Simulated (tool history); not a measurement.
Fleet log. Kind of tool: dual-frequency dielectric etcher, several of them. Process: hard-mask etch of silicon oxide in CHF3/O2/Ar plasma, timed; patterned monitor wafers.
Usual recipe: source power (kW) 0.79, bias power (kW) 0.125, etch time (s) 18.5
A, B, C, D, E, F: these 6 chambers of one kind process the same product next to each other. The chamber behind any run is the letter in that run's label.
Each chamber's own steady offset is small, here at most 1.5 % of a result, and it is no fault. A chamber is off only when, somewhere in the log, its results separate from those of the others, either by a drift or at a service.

| run | day | source power (kW) | bias power (kW) | etch time (s) | read-back reference wafer on the same gauge, depth_nm | mean etch depth across the wafer (Å) |
|---|---|---|---|---|---|---|
| 1B | 0.208 | 0.79 | 0.125 | 18.5 | 31.385 | 363.63 |
| 2C | 0.4 | 0.79 | 0.125 | 18.5 | 31.383 | 362.04 |
| 3D | 0.508 | 0.79 | 0.125 | 18.5 | 31.398 | 367.01 |
| 4F | 0.65 | 0.79 | 0.125 | 18.5 | 31.379 | 364.91 |
| 5E | 0.858 | 0.79 | 0.125 | 18.5 | 31.411 | 361.13 |
| 6A | 1.012 | 0.79 | 0.125 | 18.5 | 31.424 | 363.93 |
| 7E | 1.158 | 0.6 | 0.125 | 22 | 31.385 | 388.66 |
| 8A | 1.35 | 0.6 | 0.125 | 22 | 31.386 | 386.89 |
| 9C | 1.55 | 0.6 | 0.125 | 22 | 31.389 | 386.42 |
| 10B | 1.754 | 0.6 | 0.125 | 22 | 31.404 | 389.79 |
|  | 1.838 | chamber C: wet clean of the chamber |
| 11D | 1.854 | 0.6 | 0.125 | 22 | 31.38 | 391.6 |
| 12F | 1.979 | 0.6 | 0.125 | 22 | 31.391 | 386.15 |
|  | 2.021 | chamber A: wet clean of the chamber |
| 13A | 2.117 | 0.79 | 0.125 | 21 | 31.38 | 413.96 |
| 14E | 2.258 | 0.79 | 0.125 | 21 | 31.388 | 410.47 |
| 15C | 2.446 | 0.79 | 0.125 | 21 | 31.401 | 412.35 |
| 16F | 2.55 | 0.79 | 0.125 | 21 | 31.401 | 412.07 |
| 17D | 2.683 | 0.79 | 0.125 | 21 | 31.394 | 414.66 |
|  | 2.85 | chamber D: wet clean of the chamber |
| 18B | 2.875 | 0.79 | 0.125 | 21 | 31.436 | 410.88 |
| 19B | 3.071 | 0.79 | 0.125 | 18.5 | 31.38 | 362.95 |
| 20F | 3.262 | 0.79 | 0.125 | 18.5 | 31.419 | 364.24 |
| 21E | 3.367 | 0.79 | 0.125 | 18.5 | 31.39 | 362.47 |
| 22C | 3.546 | 0.79 | 0.125 | 18.5 | 31.406 | 362.52 |
| 23D | 3.742 | 0.79 | 0.125 | 18.5 | 31.416 | 352.06 |
| 24A | 3.917 | 0.79 | 0.125 | 18.5 | 31.403 | 364.03 |
| 25F | 4.05 | 0.79 | 0.125 | 18.5 | 31.366 | 365.5 |
| 26A | 4.154 | 0.79 | 0.104 | 13 | 31.394 | 241.27 |
| 27D | 4.342 | 0.79 | 0.104 | 13 | 31.422 | 235.3 |
| 28C | 4.533 | 0.79 | 0.104 | 13 | 31.415 | 241.27 |
| 29E | 4.712 | 0.79 | 0.104 | 13 | 31.403 | 239.99 |
| 30B | 4.854 | 0.79 | 0.104 | 13 | 31.393 | 241.35 |
| 31C | 5.021 | 0.79 | 0.104 | 13 | 31.418 | 242.28 |
| 32A | 5.179 | 0.79 | 0.125 | 18.5 | 31.381 | 364.79 |
|  | 5.371 | chamber E: bias power generator calibrated |
| 33E | 5.375 | 0.79 | 0.125 | 18.5 | 31.408 | 361.84 |
| 34B | 5.492 | 0.79 | 0.125 | 18.5 | 31.403 | 363.03 |
| 35F | 5.708 | 0.79 | 0.125 | 18.5 | 31.381 | 361.88 |
| 36D | 5.838 | 0.79 | 0.125 | 18.5 | 31.415 | 352.35 |
| 37D | 5.996 | 0.64 | 0.102 | 18.5 | 31.43 | 303.77 |

Next, all 6 chambers run the settings below, one line each with question marks for the results. What does each chamber give?
| 38A | 6.154 | 0.79 | 0.125 | 18.5 |  | ? |
| 38B | 6.154 | 0.79 | 0.125 | 18.5 |  | ? |
| 38C | 6.154 | 0.79 | 0.125 | 18.5 |  | ? |
| 38D | 6.154 | 0.79 | 0.125 | 18.5 |  | ? |
| 38E | 6.154 | 0.79 | 0.125 | 18.5 |  | ? |
| 38F | 6.154 | 0.79 | 0.125 | 18.5 |  | ? |

| run | mean etch depth across the wafer (Å) |
|---|---|
| 38A | 363.81 |
| 38B | 362.36 |
| 38C | 361.92 |
| 38D | 351.96 |
| 38E | 364.24 |
| 38F | 362.72 |
